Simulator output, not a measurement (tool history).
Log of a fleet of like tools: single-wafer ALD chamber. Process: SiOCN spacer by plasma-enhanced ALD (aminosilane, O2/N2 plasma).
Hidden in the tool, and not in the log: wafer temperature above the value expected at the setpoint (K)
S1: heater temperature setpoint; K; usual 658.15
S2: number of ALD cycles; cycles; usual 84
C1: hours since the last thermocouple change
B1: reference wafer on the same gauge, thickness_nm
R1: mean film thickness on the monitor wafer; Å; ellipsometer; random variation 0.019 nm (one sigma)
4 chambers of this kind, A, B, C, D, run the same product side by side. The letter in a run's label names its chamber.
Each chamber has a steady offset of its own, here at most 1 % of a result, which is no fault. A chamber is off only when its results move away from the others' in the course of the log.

At hour 1.7: chamber D: thermocouple changed; heater temperature recalibrated.
Run 1C, hour 6.6: usual settings; C1 3015.4; B1 5.5184. Result: R1 50.526 Å.
Run 2A, hour 15.1: usual settings; C1 420.4; B1 5.5045. Result: R1 50.345 Å.
Run 3B, hour 20.7: usual settings; C1 908; B1 5.5119. Result: R1 50.927 Å.
Run 4D, hour 29.5: usual settings; C1 27.9; B1 5.5083. Result: R1 50.423 Å.
Run 5C, hour 34.6: usual settings; C1 3043.4; B1 5.5055. Result: R1 50.368 Å.
Run 6D, hour 40.3: usual settings; C1 38.7; B1 5.5087. Result: R1 50.459 Å.
Run 7B, hour 48: usual settings but S2 90 cycles; C1 935.3; B1 5.5117. Result: R1 54.596 Å.
Run 8A, hour 52.3: usual settings but S2 90 cycles; C1 457.6; B1 5.511. Result: R1 54.066 Å.
Run 9B, hour 58.9: usual settings but S2 90 cycles; C1 946.2; B1 5.5069. Result: R1 54.724 Å.
Run 10A, hour 65.2: usual settings but S2 90 cycles; C1 470.5; B1 5.5135. Result: R1 53.824 Å.
Run 11D, hour 69: usual settings; C1 67.4; B1 5.5131. Result: R1 50.762 Å.
Run 12C, hour 76.8: usual settings; C1 3085.6; B1 5.5082. Result: R1 50.267 Å.
Run 13D, hour 81.1: usual settings; C1 79.5; B1 5.509. Result: R1 50.319 Å.
Run 14C, hour 85.5: usual settings but S2 100 cycles; C1 3094.3; B1 5.5089. Result: R1 60.084 Å.
Run 15A, hour 91.3: usual settings but S2 100 cycles; C1 496.6; B1 5.5115. Result: R1 59.973 Å.
At hour 94.2: chamber C: thermocouple changed; heater temperature recalibrated.
Run 16B, hour 98.1: usual settings but S2 100 cycles; C1 985.4; B1 5.5125. Result: R1 60.648 Å.
Run 17D, hour 103.2: usual settings but S2 100 cycles; C1 101.6; B1 5.5134. Result: R1 60.09 Å.
Run 18B, hour 108.5: usual settings; C1 995.8; B1 5.5161. Result: R1 51.347 Å.
Run 19C, hour 116.9: usual settings; C1 22.8; B1 5.5067. Result: R1 50.212 Å.
Run 20A, hour 125.3: usual settings; C1 530.6; B1 5.5101. Result: R1 50.026 Å.
Run 21A, hour 131.6: usual settings; C1 536.9; B1 5.5115. Result: R1 50.462 Å.
Run 22D, hour 140.1: usual settings; C1 138.5; B1 5.5103. Result: R1 50.495 Å.
Run 23B, hour 146.9: usual settings; C1 1034.2; B1 5.5115. Result: R1 51.369 Å.
Run 24C, hour 151.9: usual settings; C1 57.8; B1 5.5105. Result: R1 50.586 Å.
Run 25B, hour 160.6: usual settings; C1 1047.9; B1 5.5111. Result: R1 51.363 Å.
Run 26A, hour 168.9: usual settings but S1 646.15 K, S2 91 cycles; C1 574.2; B1 5.5119. Result: R1 54.593 Å.
Run 27C, hour 176.6: usual settings but S1 646.15 K, S2 91 cycles; C1 82.5; B1 5.5139. Result: R1 54.678 Å.
Run 28D, hour 181: usual settings but S1 646.15 K, S2 91 cycles; C1 179.4; B1 5.5126. Result: R1 54.704 Å.
Run 29B, hour 185.6: usual settings but S1 646.15 K, S2 91 cycles; C1 1072.9; B1 5.51. Result: R1 54.912 Å.
Run 30A, hour 193.3: usual settings but S1 653.15 K, S2 100 cycles; C1 598.6; B1 5.5134. Result: R1 60.113 Å.
Run 31C, hour 198.4: usual settings but S1 653.15 K, S2 100 cycles; C1 104.3; B1 5.5104. Result: R1 60.125 Å.
Run 32D, hour 203.1: usual settings but S1 653.15 K, S2 100 cycles; C1 201.5; B1 5.5101. Result: R1 59.946 Å.
Run 33D, hour 207: usual settings but S1 653.15 K, S2 100 cycles; C1 205.4; B1 5.516. Result: R1 59.886 Å.

What goes on in this fleet: one chamber off, a drifting gauge, or nothing beyond the chambers' own small offsets? Name the chamber and the cause, if any.

No chamber stands off beyond its own small offset, and the gauge holds steady.
